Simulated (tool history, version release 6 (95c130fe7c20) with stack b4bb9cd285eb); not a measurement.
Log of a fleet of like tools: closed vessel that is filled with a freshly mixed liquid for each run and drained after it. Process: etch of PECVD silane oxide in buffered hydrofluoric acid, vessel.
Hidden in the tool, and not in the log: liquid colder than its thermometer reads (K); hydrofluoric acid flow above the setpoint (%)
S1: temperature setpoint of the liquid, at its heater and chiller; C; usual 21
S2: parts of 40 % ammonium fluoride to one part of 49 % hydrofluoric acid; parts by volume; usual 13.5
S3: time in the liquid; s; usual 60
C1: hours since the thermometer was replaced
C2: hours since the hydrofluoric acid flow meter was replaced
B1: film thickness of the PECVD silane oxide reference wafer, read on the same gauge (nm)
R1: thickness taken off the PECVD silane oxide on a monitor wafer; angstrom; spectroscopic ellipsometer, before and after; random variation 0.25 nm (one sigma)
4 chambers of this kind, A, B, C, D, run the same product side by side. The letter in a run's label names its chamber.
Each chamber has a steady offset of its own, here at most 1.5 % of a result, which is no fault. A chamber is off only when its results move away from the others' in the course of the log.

{"run": "1B", "hour": 6.4, "S1": 21, "S2": 13.5, "S3": 60, "C1": 1912.2, "C2": 100.4, "B1": 79.984, "R1": 779.96}
{"run": "2C", "hour": 10.9, "S1": 21, "S2": 13.5, "S3": 60, "C1": 1960.6, "C2": 941.7, "B1": 79.989, "R1": 776.13}
{"run": "3A", "hour": 17.4, "S1": 21, "S2": 13.5, "S3": 60, "C1": 781.4, "C2": 1115.9, "B1": 80.017, "R1": 769.4}
{"run": "4D", "hour": 23.3, "S1": 21, "S2": 13.5, "S3": 60, "C1": 2238.6, "C2": 294, "B1": 79.965, "R1": 780.16}
{"run": "5C", "hour": 27.2, "S1": 21, "S2": 13.5, "S3": 60, "C1": 1976.9, "C2": 958, "B1": 79.96, "R1": 777.24}
{"run": "6B", "hour": 33.3, "S1": 21, "S2": 13.5, "S3": 60, "C1": 1939.1, "C2": 127.3, "B1": 79.98, "R1": 782.59}
{"run": "7D", "hour": 37.7, "S1": 18.5, "S2": 13.5, "S3": 75, "C1": 2253, "C2": 308.4, "B1": 79.978, "R1": 849.43}
{"run": "8A", "hour": 43.9, "S1": 18.5, "S2": 13.5, "S3": 75, "C1": 807.9, "C2": 1142.4, "B1": 80.015, "R1": 835.34}
{"run": "9C", "hour": 47.6, "S1": 18.5, "S2": 13.5, "S3": 75, "C1": 1997.3, "C2": 978.4, "B1": 79.993, "R1": 854.76}
{"run": "10A", "hour": 52.9, "S1": 18.5, "S2": 13.5, "S3": 75, "C1": 816.9, "C2": 1151.4, "B1": 79.955, "R1": 838.24}
{"run": "11D", "hour": 59.1, "S1": 21, "S2": 13.5, "S3": 60, "C1": 2274.4, "C2": 329.8, "B1": 80.029, "R1": 775.72}
{"run": "12B", "hour": 66.3, "S1": 21, "S2": 13.5, "S3": 60, "C1": 1972.1, "C2": 160.3, "B1": 80.007, "R1": 782.11}
{"run": "13C", "hour": 70.1, "S1": 21, "S2": 13.5, "S3": 60, "C1": 2019.8, "C2": 1000.9, "B1": 79.958, "R1": 783.18}
{"run": "14A", "hour": 76.4, "S1": 21, "S2": 13.5, "S3": 60, "C1": 840.4, "C2": 1174.9, "B1": 79.945, "R1": 769.32}
{"run": "15D", "hour": 79.7, "S1": 21, "S2": 13.5, "S3": 60, "C1": 2295, "C2": 350.4, "B1": 80.054, "R1": 782.33}
{"run": "16B", "hour": 86.8, "S1": 21, "S2": 13.5, "S3": 60, "C1": 1992.6, "C2": 180.8, "B1": 80.026, "R1": 782.18}
{"run": "17D", "hour": 93.4, "S1": 21, "S2": 13.5, "S3": 60, "C1": 2308.7, "C2": 364.1, "B1": 79.957, "R1": 777.23}
{"run": "18A", "hour": 98.2, "S1": 21, "S2": 13.5, "S3": 60, "C1": 862.2, "C2": 1196.7, "B1": 80.009, "R1": 770.36}
{"run": "19B", "hour": 101.8, "S1": 21, "S2": 13.5, "S3": 60, "C1": 2007.6, "C2": 195.8, "B1": 79.983, "R1": 779.26}
{"run": "20C", "hour": 108.2, "S1": 21, "S2": 13.5, "S3": 60, "C1": 2057.9, "C2": 1039, "B1": 80.004, "R1": 788.48}
{"hour": 108.4, "done": "chamber A: hydrofluoric acid flow meter replaced"}
{"run": "21C", "hour": 113.4, "S1": 25.5, "S2": 16, "S3": 60, "C1": 2063.1, "C2": 1044.2, "B1": 80.024, "R1": 850.24}
{"run": "22B", "hour": 118.4, "S1": 25.5, "S2": 16, "S3": 60, "C1": 2024.2, "C2": 212.4, "B1": 79.984, "R1": 843.95}
{"hour": 119.4, "done": "chamber D: thermometer replaced"}
{"run": "23A", "hour": 124.3, "S1": 25.5, "S2": 16, "S3": 60, "C1": 888.3, "C2": 15.9, "B1": 79.995, "R1": 835.11}
{"run": "24D", "hour": 128.2, "S1": 25.5, "S2": 16, "S3": 60, "C1": 8.9, "C2": 398.9, "B1": 79.99, "R1": 847.16}
{"run": "25D", "hour": 135.5, "S1": 21, "S2": 13.5, "S3": 60, "C1": 16.2, "C2": 406.2, "B1": 80.04, "R1": 778.43}
{"run": "26C", "hour": 140.0, "S1": 25.5, "S2": 8, "S3": 60, "C1": 2089.7, "C2": 1070.8, "B1": 80, "R1": 1632.7}
{"run": "27A", "hour": 145.6, "S1": 25.5, "S2": 8, "S3": 60, "C1": 909.6, "C2": 37.2, "B1": 80.004, "R1": 1601.7}
{"run": "28B", "hour": 152.2, "S1": 25.5, "S2": 8, "S3": 60, "C1": 2058, "C2": 246.2, "B1": 80.055, "R1": 1630.5}
{"hour": 154.5, "done": "chamber D: hydrofluoric acid flow meter replaced"}
{"run": "29C", "hour": 157.4, "S1": 25.5, "S2": 8, "S3": 60, "C1": 2107.1, "C2": 1088.2, "B1": 79.976, "R1": 1633.2}
{"run": "30A", "hour": 160.8, "S1": 21, "S2": 13.5, "S3": 60, "C1": 924.8, "C2": 52.4, "B1": 79.995, "R1": 771.79}
{"run": "31B", "hour": 168.1, "S1": 21, "S2": 13.5, "S3": 60, "C1": 2073.9, "C2": 262.1, "B1": 80.022, "R1": 777.22}
{"run": "32D", "hour": 171.7, "S1": 21, "S2": 13.5, "S3": 60, "C1": 52.4, "C2": 17.3, "B1": 80.024, "R1": 781.86}
{"run": "33B", "hour": 178.1, "S1": 21, "S2": 13.5, "S3": 60, "C1": 2083.9, "C2": 272.1, "B1": 80.07, "R1": 777.98}
{"run": "34C", "hour": 183.5, "S1": 21, "S2": 9.5, "S3": 60, "C1": 2133.2, "C2": 1114.3, "B1": 79.963, "R1": 1085.9}
{"run": "35A", "hour": 190.5, "S1": 21, "S2": 9.5, "S3": 60, "C1": 954.5, "C2": 82.1, "B1": 79.977, "R1": 1063.5}
{"run": "36D", "hour": 196.8, "S1": 21, "S2": 9.5, "S3": 60, "C1": 77.5, "C2": 42.4, "B1": 79.98, "R1": 1077.8}
{"hour": 198.9, "done": "chamber C: thermometer replaced"}
{"run": "37D", "hour": 202.0, "S1": 21, "S2": 9.5, "S3": 60, "C1": 82.7, "C2": 47.6, "B1": 79.973, "R1": 1082.7}
{"run": "38A", "hour": 208.8, "S1": 21, "S2": 13.5, "S3": 60, "C1": 972.8, "C2": 100.4, "B1": 79.975, "R1": 765.3}
{"run": "39B", "hour": 214.5, "S1": 21, "S2": 13.5, "S3": 60, "C1": 2120.3, "C2": 308.5, "B1": 79.986, "R1": 783.4}
{"run": "40C", "hour": 220.9, "S1": 21, "S2": 13.5, "S3": 60, "C1": 22, "C2": 1151.7, "B1": 79.988, "R1": 802.92}
{"run": "41D", "hour": 227.2, "S1": 21, "S2": 13.5, "S3": 60, "C1": 107.9, "C2": 72.8, "B1": 80.025, "R1": 782.48}
{"run": "42C", "hour": 234.2, "S1": 21, "S2": 13.5, "S3": 60, "C1": 35.3, "C2": 1165, "B1": 80.006, "R1": 803.74}
{"run": "43A", "hour": 240.8, "S1": 21, "S2": 13.5, "S3": 60, "C1": 1004.8, "C2": 132.4, "B1": 80.041, "R1": 768.48}

Next, every chamber runs the same settings. What will each give?
{"run": "44A", "hour": 246.1, "S1": 21, "S2": 10.5, "S3": 60, "R1": "?"}
{"run": "44B", "hour": 246.1, "S1": 21, "S2": 10.5, "S3": 60, "R1": "?"}
{"run": "44C", "hour": 246.1, "S1": 21, "S2": 10.5, "S3": 60, "R1": "?"}
{"run": "44D", "hour": 246.1, "S1": 21, "S2": 10.5, "S3": 60, "R1": "?"}

run=44A R1=987.03
run=44B R1=1003.9
run=44C R1=1021.8
run=44D R1=1002.3
